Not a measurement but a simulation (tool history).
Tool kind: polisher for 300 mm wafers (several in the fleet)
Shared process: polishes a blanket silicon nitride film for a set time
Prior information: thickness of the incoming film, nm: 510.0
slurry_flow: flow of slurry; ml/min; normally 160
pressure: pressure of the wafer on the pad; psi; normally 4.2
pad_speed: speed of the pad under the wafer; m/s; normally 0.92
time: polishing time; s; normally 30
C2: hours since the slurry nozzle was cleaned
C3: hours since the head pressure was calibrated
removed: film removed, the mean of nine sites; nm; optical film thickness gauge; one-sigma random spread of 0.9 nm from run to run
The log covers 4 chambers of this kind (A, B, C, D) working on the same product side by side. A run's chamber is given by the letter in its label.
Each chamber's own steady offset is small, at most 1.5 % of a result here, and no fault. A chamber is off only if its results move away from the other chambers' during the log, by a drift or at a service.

-- hour=1.5 chamber A: head pressure recalibrated
run 1A hour=3.7 | slurry_flow=160 pressure=4.2 pad_speed=0.92 time=30 | wafers_polished_on_this_pad=270 C2=577.7 C3=2.2 | removed=62.993
run 2C hour=8.6 | slurry_flow=160 pressure=4.2 pad_speed=0.92 time=30 | wafers_polished_on_this_pad=422 C2=173.9 C3=804.5 | removed=62.794
run 3D hour=13.5 | slurry_flow=160 pressure=4.2 pad_speed=0.92 time=30 | wafers_polished_on_this_pad=212 C2=455.7 C3=1543.3 | removed=63.175
-- hour=15.8 chamber C: worn pad replaced by a new one
-- hour=16.9 chamber B: worn pad replaced by a new one
run 4B hour=17.7 | slurry_flow=160 pressure=4.2 pad_speed=0.92 time=30 | wafers_polished_on_this_pad=10 C2=353.6 C3=328.0 | removed=62.615
run 5A hour=21.5 | slurry_flow=160 pressure=4.2 pad_speed=0.66 time=30 | wafers_polished_on_this_pad=481 C2=595.5 C3=20.0 | removed=47.790
run 6C hour=24.8 | slurry_flow=160 pressure=4.2 pad_speed=0.66 time=30 | wafers_polished_on_this_pad=107 C2=190.1 C3=820.7 | removed=48.359
-- hour=26.1 chamber D: head pressure recalibrated
run 7B hour=28.7 | slurry_flow=160 pressure=4.2 pad_speed=0.66 time=30 | wafers_polished_on_this_pad=140 C2=364.6 C3=339.0 | removed=47.182
run 8D hour=31.8 | slurry_flow=160 pressure=4.2 pad_speed=0.66 time=30 | wafers_polished_on_this_pad=429 C2=474.0 C3=5.7 | removed=46.798
run 9C hour=35.1 | slurry_flow=160 pressure=4.2 pad_speed=0.92 time=30 | wafers_polished_on_this_pad=229 C2=200.4 C3=831.0 | removed=61.164
run 10A hour=39.8 | slurry_flow=160 pressure=4.2 pad_speed=0.92 time=30 | wafers_polished_on_this_pad=698 C2=613.8 C3=38.3 | removed=62.447
run 11B hour=44.1 | slurry_flow=160 pressure=4.2 pad_speed=0.92 time=30 | wafers_polished_on_this_pad=323 C2=380.0 C3=354.4 | removed=60.687
run 12D hour=46.8 | slurry_flow=160 pressure=4.2 pad_speed=0.92 time=30 | wafers_polished_on_this_pad=607 C2=489.0 C3=20.7 | removed=61.501
-- hour=49.2 chamber A: worn pad replaced by a new one
run 13A hour=50.8 | slurry_flow=120 pressure=3.0 pad_speed=0.92 time=30 | wafers_polished_on_this_pad=19 C2=624.8 C3=49.3 | removed=42.407
run 14C hour=55.4 | slurry_flow=120 pressure=3.0 pad_speed=0.92 time=30 | wafers_polished_on_this_pad=470 C2=220.7 C3=851.3 | removed=42.510
-- hour=57.0 chamber C: worn pad replaced by a new one
run 15B hour=59.0 | slurry_flow=120 pressure=3.0 pad_speed=0.92 time=30 | wafers_polished_on_this_pad=500 C2=394.9 C3=369.3 | removed=41.567
run 16D hour=62.7 | slurry_flow=120 pressure=3.0 pad_speed=0.92 time=30 | wafers_polished_on_this_pad=795 C2=504.9 C3=36.6 | removed=41.067
run 17A hour=67.6 | slurry_flow=160 pressure=4.2 pad_speed=0.92 time=30 | wafers_polished_on_this_pad=218 C2=641.6 C3=66.1 | removed=62.829
run 18C hour=72.4 | slurry_flow=115 pressure=4.2 pad_speed=0.92 time=22 | wafers_polished_on_this_pad=183 C2=237.7 C3=868.3 | removed=43.476
run 19D hour=77.4 | slurry_flow=115 pressure=4.2 pad_speed=0.92 time=22 | wafers_polished_on_this_pad=969 C2=519.6 C3=51.3 | removed=42.358
run 20B hour=82.3 | slurry_flow=115 pressure=4.2 pad_speed=0.92 time=22 | wafers_polished_on_this_pad=776 C2=418.2 C3=392.6 | removed=42.374
run 21A hour=85.3 | slurry_flow=115 pressure=4.2 pad_speed=0.92 time=22 | wafers_polished_on_this_pad=428 C2=659.3 C3=83.8 | removed=42.769
-- hour=87.0 chamber D: worn pad replaced by a new one
run 22D hour=89.7 | slurry_flow=160 pressure=4.2 pad_speed=0.92 time=30 | wafers_polished_on_this_pad=32 C2=531.9 C3=63.6 | removed=62.107
run 23B hour=93.5 | slurry_flow=160 pressure=4.2 pad_speed=0.92 time=30 | wafers_polished_on_this_pad=909 C2=429.4 C3=403.8 | removed=62.352
-- hour=93.6 chamber C: head pressure recalibrated
run 24C hour=96.4 | slurry_flow=160 pressure=4.2 pad_speed=0.92 time=30 | wafers_polished_on_this_pad=467 C2=261.7 C3=2.9 | removed=61.628
-- hour=96.6 chamber D: slurry nozzle cleaned
-- hour=100.5 chamber C: worn pad replaced by a new one
run 25D hour=101.0 | slurry_flow=160 pressure=4.2 pad_speed=0.80 time=30 | wafers_polished_on_this_pad=166 C2=4.4 C3=74.9 | removed=55.988
-- hour=103.8 chamber B: worn pad replaced by a new one
run 26A hour=105.8 | slurry_flow=160 pressure=4.2 pad_speed=0.80 time=30 | wafers_polished_on_this_pad=671 C2=679.8 C3=104.3 | removed=56.620
run 27B hour=110.4 | slurry_flow=160 pressure=4.2 pad_speed=0.80 time=30 | wafers_polished_on_this_pad=79 C2=446.3 C3=420.7 | removed=55.134
run 28C hour=113.5 | slurry_flow=160 pressure=4.2 pad_speed=0.80 time=30 | wafers_polished_on_this_pad=154 C2=278.8 C3=20.0 | removed=55.249
-- hour=115.1 chamber A: worn pad replaced by a new one
run 29A hour=118.3 | slurry_flow=160 pressure=4.2 pad_speed=0.92 time=30 | wafers_polished_on_this_pad=38 C2=692.3 C3=116.8 | removed=62.380
run 30D hour=121.3 | slurry_flow=200 pressure=4.2 pad_speed=0.92 time=23 | wafers_polished_on_this_pad=407 C2=24.7 C3=95.2 | removed=49.802
run 31C hour=126.3 | slurry_flow=200 pressure=4.2 pad_speed=0.92 time=23 | wafers_polished_on_this_pad=306 C2=291.6 C3=32.8 | removed=49.992
run 32B hour=129.9 | slurry_flow=200 pressure=4.2 pad_speed=0.92 time=23 | wafers_polished_on_this_pad=310 C2=465.8 C3=440.2 | removed=48.881
run 33A hour=132.8 | slurry_flow=200 pressure=4.2 pad_speed=0.92 time=23 | wafers_polished_on_this_pad=210 C2=706.8 C3=131.3 | removed=50.182
run 34B hour=135.4 | slurry_flow=160 pressure=4.2 pad_speed=0.92 time=30 | wafers_polished_on_this_pad=375 C2=471.3 C3=445.7 | removed=63.669
run 35D hour=140.1 | slurry_flow=160 pressure=3.3 pad_speed=0.92 time=38 | wafers_polished_on_this_pad=630 C2=43.5 C3=114.0 | removed=61.420
-- hour=144.1 chamber B: slurry nozzle cleaned
run 36C hour=145.0 | slurry_flow=160 pressure=3.3 pad_speed=0.92 time=38 | wafers_polished_on_this_pad=528 C2=310.3 C3=51.5 | removed=62.404
run 37C hour=150.1 | slurry_flow=160 pressure=3.3 pad_speed=0.92 time=38 | wafers_polished_on_this_pad=588 C2=315.4 C3=56.6 | removed=62.975
run 38A hour=153.9 | slurry_flow=160 pressure=3.3 pad_speed=0.92 time=38 | wafers_polished_on_this_pad=461 C2=727.9 C3=152.4 | removed=62.771
run 39B hour=159.0 | slurry_flow=160 pressure=4.2 pad_speed=0.92 time=30 | wafers_polished_on_this_pad=655 C2=15.0 C3=469.3 | removed=63.116
run 40D hour=161.9 | slurry_flow=160 pressure=4.2 pad_speed=0.92 time=30 | wafers_polished_on_this_pad=888 C2=65.3 C3=135.8 | removed=64.082
run 41A hour=167.2 | slurry_flow=160 pressure=4.2 pad_speed=0.92 time=30 | wafers_polished_on_this_pad=618 C2=741.2 C3=165.7 | removed=62.636
-- hour=167.4 chamber D: worn pad replaced by a new one
run 42D hour=169.7 | slurry_flow=160 pressure=4.2 pad_speed=0.92 time=30 | wafers_polished_on_this_pad=28 C2=73.1 C3=143.6 | removed=62.594

Predict what each chamber gives when all 4 of them run the settings below next.
run 43A hour=173.6 | slurry_flow=115 pressure=4.2 pad_speed=0.92 time=30 | removed=?
run 43B hour=173.6 | slurry_flow=115 pressure=4.2 pad_speed=0.92 time=30 | removed=?
run 43C hour=173.6 | slurry_flow=115 pressure=4.2 pad_speed=0.92 time=30 | removed=?
run 43D hour=173.6 | slurry_flow=115 pressure=4.2 pad_speed=0.92 time=30 | removed=?

run=43A removed=57.758
run=43B removed=58.919
run=43C removed=58.562
run=43D removed=57.768
